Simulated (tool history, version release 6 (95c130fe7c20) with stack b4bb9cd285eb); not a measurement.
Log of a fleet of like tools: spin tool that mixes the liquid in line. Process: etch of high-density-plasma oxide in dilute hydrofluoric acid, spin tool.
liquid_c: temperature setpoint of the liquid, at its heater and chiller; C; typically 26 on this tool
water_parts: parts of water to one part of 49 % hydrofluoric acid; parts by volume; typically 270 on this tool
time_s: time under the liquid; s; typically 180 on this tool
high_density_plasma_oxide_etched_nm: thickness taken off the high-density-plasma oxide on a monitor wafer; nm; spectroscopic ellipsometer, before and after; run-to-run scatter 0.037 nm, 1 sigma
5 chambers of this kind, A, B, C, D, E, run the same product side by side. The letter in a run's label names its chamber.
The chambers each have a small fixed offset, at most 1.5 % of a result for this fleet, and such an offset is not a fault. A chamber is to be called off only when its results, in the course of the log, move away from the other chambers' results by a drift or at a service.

run,hour,liquid_c,water_parts,time_s,hours since the thermometer was replaced,hours since the hydrofluoric acid flow meter was replaced,"read-back film thickness of the high-density-plasma oxide reference wafer, read on the same gauge (nm)",high_density_plasma_oxide_etched_nm
1A,14.4,26,270,180,283.0,240.5,29.995,3.8114
2B,25.3,26,270,180,1809.7,763.5,30.040,3.7969
3E,33.7,26,270,180,853.4,602.5,30.021,3.6556
4C,49.2,26,270,180,417.9,226.3,30.010,3.7292
5D,58.4,26,270,180,1350.4,438.5,29.994,3.7670
6E,73.7,26,270,110,893.4,642.5,30.014,2.3255
7C,85.7,26,270,110,454.4,262.8,30.014,2.2984
8A,93.2,26,270,110,361.8,319.3,30.017,2.3142
9D,108.3,26,270,110,1400.3,488.4,29.994,2.2778
10B,116.9,26,270,110,1901.3,855.1,30.027,2.3386
11E,130.0,26,270,180,949.7,698.8,29.988,3.7035
12D,137.5,26,270,180,1429.5,517.6,30.018,3.7767
13C,149.7,26,270,180,518.4,326.8,29.993,3.8087
14A,161.2,26,270,180,429.8,387.3,30.001,3.7420
# hour 171.9: chamber A: thermometer replaced
15B,176.2,26,270,180,1960.6,914.4,29.994,3.8354
16B,188.7,26,395,95,1973.1,926.9,29.985,1.1970
17A,202.2,26,395,95,30.4,428.3,29.997,1.1847
18E,217.0,26,395,95,1036.7,785.8,30.018,1.2126
19D,231.4,26,395,95,1523.4,611.5,29.984,1.2097
20C,244.1,26,395,95,612.8,421.2,29.967,1.1937
21D,256.9,26,270,180,1548.9,637.0,29.985,3.8034
22C,268.9,26,270,180,637.6,446.0,29.990,3.6734
23B,276.8,26,270,180,2061.2,1015.0,29.996,3.8049
24E,291.6,26,270,180,1111.3,860.4,30.034,3.9442
25A,304.9,26,270,180,133.1,531.0,30.019,3.7296
# hour 308.9: chamber D: hydrofluoric acid flow meter replaced
26E,318.6,26,270,180,1138.3,887.4,29.970,4.0337
27A,328.8,26,270,180,157.0,554.9,29.996,3.7444
28B,336.0,26,270,180,2120.4,1074.2,30.013,3.7673
29C,346.9,26,270,180,715.6,524.0,30.022,3.7183
30D,355.6,29,270,180,1647.6,46.7,30.005,4.2122
31E,362.4,29,270,180,1182.1,931.2,29.991,4.3444
32C,375.7,29,270,180,744.4,552.8,29.976,4.0805
33A,384.5,29,270,180,212.7,610.6,30.009,4.1720
34D,395.9,29,270,180,1687.9,87.0,30.019,4.2088
35B,407.8,26,270,180,2192.2,1146.0,29.988,3.7554
36D,417.3,26,270,180,1709.3,108.4,30.001,3.7834
37A,432.1,26,270,180,260.3,658.2,30.007,3.7927
38B,439.8,26,155,180,2224.2,1178.0,30.013,7.5878
39C,446.6,26,155,180,815.3,623.7,29.993,7.5988
40E,461.2,26,155,180,1280.9,1030.0,29.990,8.2906
41D,471.2,26,155,180,1763.2,162.3,30.015,7.5725
42C,485.1,26,155,180,853.8,662.2,29.993,7.5093

Is one chamber off against the others, does the gauge drift, or is nothing wrong? If a chamber is off, say which, and what the likeliest cause is.

It is chamber E that slowly wanders off from its peers.
Cause: hydrofluoric acid flow above the setpoint (%) = 10.1.

Here are 4 candidates for chamber E's next run, each the usual settings with a change, their results left as question marks. Which one brings its results back in line with what the others give on the usual settings?
In line means no further than this from the other chambers' mean on the usual settings: high_density_plasma_oxide_etched_nm 0.1300 nm
43E-1,496.3,26,275,175,,,,?
43E-2,496.3,26,295,180,,,,?
43E-3,496.3,26,245,180,,,,?
43E-4,496.3,26,265,185,,,,?

Usual-settings mean across the other chambers: high_density_plasma_oxide_etched_nm 3.7708 nm
run,high_density_plasma_oxide_etched_nm
43E-1,3.9993
43E-2,3.7571
43E-3,4.7659
43E-4,4.4334
43E-2 puts the chamber back in line with the other chambers.
